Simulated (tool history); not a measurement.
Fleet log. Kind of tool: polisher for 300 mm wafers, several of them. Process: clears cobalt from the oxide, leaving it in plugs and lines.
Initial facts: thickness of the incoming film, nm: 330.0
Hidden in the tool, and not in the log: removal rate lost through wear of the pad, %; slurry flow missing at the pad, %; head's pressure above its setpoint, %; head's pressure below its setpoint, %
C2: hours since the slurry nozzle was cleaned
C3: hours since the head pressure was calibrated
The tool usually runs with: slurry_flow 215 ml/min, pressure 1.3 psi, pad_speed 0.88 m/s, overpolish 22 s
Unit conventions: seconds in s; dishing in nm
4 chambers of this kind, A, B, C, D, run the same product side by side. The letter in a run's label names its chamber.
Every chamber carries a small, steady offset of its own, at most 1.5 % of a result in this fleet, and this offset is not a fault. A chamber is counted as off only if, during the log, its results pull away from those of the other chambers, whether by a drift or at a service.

Run 1A, day 0.112: usual settings; wafers polished on this pad 41; C2 46.6; C3 202.4. Result: seconds 99.513 s, dishing 51.533 nm.
At day 0.192: chamber B: slurry nozzle cleaned.
Run 2B, day 0.233: usual settings; wafers polished on this pad 337; C2 1.1; C3 553.8. Result: seconds 101.42 s, dishing 52.642 nm.
Run 3C, day 0.383: usual settings; wafers polished on this pad 455; C2 235.3; C3 276.8. Result: seconds 98.953 s, dishing 52.291 nm.
Run 4D, day 0.529: usual settings; wafers polished on this pad 709; C2 333.7; C3 472.4. Result: seconds 100.73 s, dishing 53.142 nm.
Run 5C, day 0.683: usual settings; wafers polished on this pad 517; C2 242.5; C3 284. Result: seconds 101.51 s, dishing 51.748 nm.
Run 6A, day 0.779: usual settings; wafers polished on this pad 179; C2 62.6; C3 218.4. Result: seconds 102.3 s, dishing 51.527 nm.
Run 7B, day 0.925: usual settings; wafers polished on this pad 481; C2 17.7; C3 570.4. Result: seconds 100.17 s, dishing 52.008 nm.
Run 8D, day 1.046: usual settings; wafers polished on this pad 816; C2 346.1; C3 484.8. Result: seconds 97.943 s, dishing 52.865 nm.
Run 9B, day 1.154: usual settings; wafers polished on this pad 528; C2 23.2; C3 575.9. Result: seconds 100.14 s, dishing 52.117 nm.
Run 10D, day 1.275: usual settings; wafers polished on this pad 864; C2 351.6; C3 490.3. Result: seconds 102.86 s, dishing 52.908 nm.
Run 11C, day 1.458: usual settings but pad_speed 0.68 m/s, overpolish 35 s; wafers polished on this pad 678; C2 261.1; C3 302.6. Result: seconds 131.95 s, dishing 60.962 nm.
Run 12A, day 1.629: usual settings but pad_speed 0.68 m/s, overpolish 35 s; wafers polished on this pad 356; C2 83; C3 238.8. Result: seconds 128.22 s, dishing 60.207 nm.
Run 13A, day 1.742: usual settings but pad_speed 0.68 m/s, overpolish 35 s; wafers polished on this pad 379; C2 85.7; C3 241.5. Result: seconds 129.14 s, dishing 59.335 nm.
At day 1.746: chamber B: worn pad replaced by a new one.
Run 14B, day 1.829: usual settings but pad_speed 0.68 m/s, overpolish 35 s; wafers polished on this pad 17; C2 39.4; C3 592.1. Result: seconds 129.87 s, dishing 58.932 nm.
Run 15D, day 1.933: usual settings; wafers polished on this pad 1000; C2 367.4; C3 506.1. Result: seconds 101.39 s, dishing 51.227 nm.
Run 16C, day 2.083: usual settings; wafers polished on this pad 808; C2 276.1; C3 317.6. Result: seconds 102.41 s, dishing 52.72 nm.
Run 17C, day 2.2: usual settings; wafers polished on this pad 832; C2 278.9; C3 320.4. Result: seconds 101.89 s, dishing 53.251 nm.
Run 18D, day 2.342: usual settings; wafers polished on this pad 1085; C2 377.2; C3 515.9. Result: seconds 99.003 s, dishing 50.18 nm.
Run 19A, day 2.533: usual settings; wafers polished on this pad 543; C2 104.7; C3 260.5. Result: seconds 98.03 s, dishing 51.81 nm.
Run 20B, day 2.629: usual settings; wafers polished on this pad 183; C2 58.6; C3 611.3. Result: seconds 99.498 s, dishing 51.725 nm.
Run 21B, day 2.738: usual settings; wafers polished on this pad 205; C2 61.2; C3 613.9. Result: seconds 99.489 s, dishing 50.99 nm.
Run 22D, day 2.825: usual settings but slurry_flow 160 ml/min, overpolish 33 s; wafers polished on this pad 1186; C2 388.8; C3 527.5. Result: seconds 103.04 s, dishing 66.165 nm.
Run 23A, day 2.962: usual settings but slurry_flow 160 ml/min, overpolish 33 s; wafers polished on this pad 632; C2 115; C3 270.8. Result: seconds 104.38 s, dishing 65.237 nm.
Run 24C, day 3.096: usual settings but slurry_flow 160 ml/min, overpolish 33 s; wafers polished on this pad 1018; C2 300.4; C3 341.9. Result: seconds 107.97 s, dishing 64.792 nm.
Run 25D, day 3.183: usual settings but slurry_flow 160 ml/min, overpolish 33 s; wafers polished on this pad 1260; C2 397.4; C3 536.1. Result: seconds 104.22 s, dishing 66.121 nm.
Run 26C, day 3.354: usual settings; wafers polished on this pad 1072; C2 306.6; C3 348.1. Result: seconds 98.335 s, dishing 52.53 nm.
Run 27B, day 3.492: usual settings; wafers polished on this pad 362; C2 79.3; C3 632. Result: seconds 101.03 s, dishing 51.518 nm.
Run 28A, day 3.608: usual settings; wafers polished on this pad 766; C2 130.5; C3 286.3. Result: seconds 98.227 s, dishing 52.84 nm.
Run 29D, day 3.771: usual settings; wafers polished on this pad 1382; C2 411.5; C3 550.2. Result: seconds 101.01 s, dishing 51.677 nm.
Run 30A, day 3.912: usual settings; wafers polished on this pad 830; C2 137.8; C3 293.6. Result: seconds 100.97 s, dishing 51.323 nm.
Run 31C, day 4.012: usual settings; wafers polished on this pad 1208; C2 322.4; C3 363.9. Result: seconds 97.928 s, dishing 53.143 nm.
Run 32B, day 4.15: usual settings; wafers polished on this pad 498; C2 95.1; C3 647.8. Result: seconds 99.9 s, dishing 52.196 nm.
Run 33A, day 4.271: usual settings; wafers polished on this pad 904; C2 146.4; C3 302.2. Result: seconds 102.43 s, dishing 52.62 nm.
At day 4.358: chamber C: worn pad replaced by a new one.
At day 4.392: chamber D: worn pad replaced by a new one.
Run 34C, day 4.45: usual settings; wafers polished on this pad 19; C2 332.9; C3 374.4. Result: seconds 99.377 s, dishing 52.958 nm.
Run 35B, day 4.55: usual settings; wafers polished on this pad 581; C2 104.7; C3 657.4. Result: seconds 100.86 s, dishing 51.413 nm.
Run 36D, day 4.671: usual settings but pressure 1.6 psi, overpolish 26 s; wafers polished on this pad 58; C2 433.1; C3 571.8. Result: seconds 80.004 s, dishing 64.74 nm.
Run 37A, day 4.817: usual settings but pressure 1.6 psi, overpolish 26 s; wafers polished on this pad 1017; C2 159.5; C3 315.3. Result: seconds 81.101 s, dishing 63.959 nm.
Run 38C, day 4.908: usual settings but pressure 1.6 psi, overpolish 26 s; wafers polished on this pad 114; C2 343.9; C3 385.4. Result: seconds 81.552 s, dishing 66.623 nm.

Next, all 4 chambers run the settings below, one line each with question marks for the results. What does each chamber give?
Run 39A, day 5.046: usual settings. Result: seconds ?, dishing ?.
Run 39B, day 5.046: usual settings. Result: seconds ?, dishing ?.
Run 39C, day 5.046: usual settings. Result: seconds ?, dishing ?.
Run 39D, day 5.046: usual settings. Result: seconds ?, dishing ?.

run  seconds  dishing
39A   99.057   51.496
39B   99.585   52.956
39C   99.807   53.266
39D   99.059   51.724
